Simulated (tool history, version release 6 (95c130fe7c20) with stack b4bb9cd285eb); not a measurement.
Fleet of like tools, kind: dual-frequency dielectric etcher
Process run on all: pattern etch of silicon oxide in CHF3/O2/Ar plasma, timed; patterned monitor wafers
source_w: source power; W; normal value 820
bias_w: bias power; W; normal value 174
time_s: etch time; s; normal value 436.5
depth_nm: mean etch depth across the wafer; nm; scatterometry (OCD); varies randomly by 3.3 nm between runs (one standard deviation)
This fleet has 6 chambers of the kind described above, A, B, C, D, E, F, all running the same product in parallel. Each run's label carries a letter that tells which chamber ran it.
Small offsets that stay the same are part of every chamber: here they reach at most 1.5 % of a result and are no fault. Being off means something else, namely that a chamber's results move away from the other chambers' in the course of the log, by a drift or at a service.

run	hour	source_w	bias_w	time_s	hours since the last wet clean	hours since the last source power generator calibration	hours since the last bias power generator calibration	read-back reference wafer on the same gauge, depth_nm	depth_nm
1F	11.3	820	174	436.5	187.1	3226.1	2211.9	995.51	962.74
2C	23.2	820	174	436.5	153.3	1333.3	410.7	996.32	970.73
3A	39.1	820	174	436.5	175.3	717.6	399.5	995.75	961.5
4E	54.6	820	174	436.5	297.7	2413.7	2391	996.17	952.27
5B	69.9	820	214	511	110.1	3165.5	1590.5	995.92	1200.6
6D	78.9	820	214	511	357.5	3081.1	2252.2	995.72	1203.1
7B	86.7	820	214	511	126.9	3182.3	1607.3	996.12	1199
8F	102.8	820	214	511	278.6	3317.6	2303.4	995.58	1210.4
# hour 118.4: chamber D: wet clean of the chamber
9E	118.4	820	214	511	361.5	2477.5	2454.8	995.65	1193.9
10A	129.9	820	214	511	266.1	808.4	490.3	995.57	1217.1
11C	140.5	820	174	436.5	270.6	1450.6	528	996.35	968.86
12D	156.1	820	174	436.5	37.8	3158.3	2329.4	996.71	952.77
13D	168.5	820	174	436.5	50.2	3170.7	2341.8	996.02	952.55
14F	177.8	820	174	436.5	353.6	3392.6	2378.4	996.84	961.61
15C	191	820	174	436.5	321.1	1501.1	578.5	996.69	967.19
16E	198.2	820	174	436.5	441.3	2557.3	2534.6	996.44	952
17A	207	820	174	436.5	343.2	885.5	567.4	995.51	964.96
18B	214.1	820	174	436.5	254.3	3309.7	1734.7	995.73	948.7
19C	226.1	900	174	489.5	356.2	1536.2	613.6	995.04	1119.9
# hour 229.1: chamber B: source power generator calibrated
# hour 234.2: chamber A: wet clean of the chamber
20B	237.6	900	174	489.5	277.8	8.6	1758.2	995.94	1108.4
# hour 241.2: chamber E: wet clean of the chamber
21A	251.7	900	174	489.5	17.6	930.2	612.1	995.68	1129.1
# hour 260.9: chamber C: wet clean of the chamber
22E	266.9	900	174	489.5	25.7	2626	2603.3	996.73	1103.5
23F	280.1	900	174	489.5	455.9	3494.9	2480.7	995.69	1121.8
24D	287.2	900	174	489.5	168.9	3289.4	2460.5	995.77	1113.4
25E	295.1	690	174	436.5	53.9	2654.2	2631.5	995.46	892.28
# hour 308.9: chamber F: wet clean of the chamber
26F	309.8	690	174	436.5	0.9	3524.6	2510.4	995.79	936.29
27C	323.5	690	174	436.5	62.7	1633.6	711	996.56	909.73
28B	333.7	690	174	436.5	373.9	104.7	1854.3	994.97	889.33
29A	349.6	690	174	436.5	115.5	1028.1	710	996.06	903.19
30D	361	690	174	436.5	242.7	3363.2	2534.3	996.03	892.15
# hour 375.7: chamber E: bias power generator calibrated
31A	376	820	174	436.5	141.9	1054.5	736.4	996.45	965.02
32E	385.3	820	174	436.5	144.1	2744.4	9.7	995.97	948.11
33D	399.6	820	174	436.5	281.3	3401.8	2572.9	996.63	955.02
34C	414.5	820	174	436.5	153.7	1724.6	802	996.54	965.69
35F	426.7	820	174	436.5	117.8	3641.5	2627.3	995.91	997.85
36B	435.9	820	174	436.5	476.1	206.9	1956.5	995.55	958.46
37C	449.5	820	174	436.5	188.7	1759.6	837	995.99	970.31
38A	461.3	820	174	436.5	227.2	1139.8	821.7	996.27	967.97
39D	468.3	820	174	436.5	350	3470.5	2641.6	996.17	950.94
40E	481.3	820	174	436.5	240.1	2840.4	105.7	996.13	946.93
41B	492.2	820	174	436.5	532.4	263.2	2012.8	996.37	949.09
42F	507.8	820	174	436.5	198.9	3722.6	2708.4	995.63	995.81

Is one chamber out of step, is the gauge drifting, or do the chambers differ by no more than their own small offsets? For an off chamber, give its letter and the likeliest cause.

A service left chamber F off against the others.
Most likely cause: etch rate over this chamber's usual, % = 3.85.

Chamber F could run next with any of the 4 candidate recipes listed below; each alters the usual settings, and their results appear as question marks. Which one brings its results back in line with what the other chambers deliver on the usual settings?
In line here means within this much of the mean the other chambers give on the usual settings: depth_nm 12 nm
43F-1	519.3	840	177	473					?
43F-2	519.3	810	172	420					?
43F-3	519.3	820	176	454.5					?
43F-4	519.3	640	174	436.5					?

The mean the other chambers reach with the usual settings: depth_nm 958.18 nm
run	depth_nm
43F-1	1102.7
43F-2	956.79
43F-3	1048
43F-4	912.34
Change 43F-2 lands the chamber within the allowed miss of the other chambers.
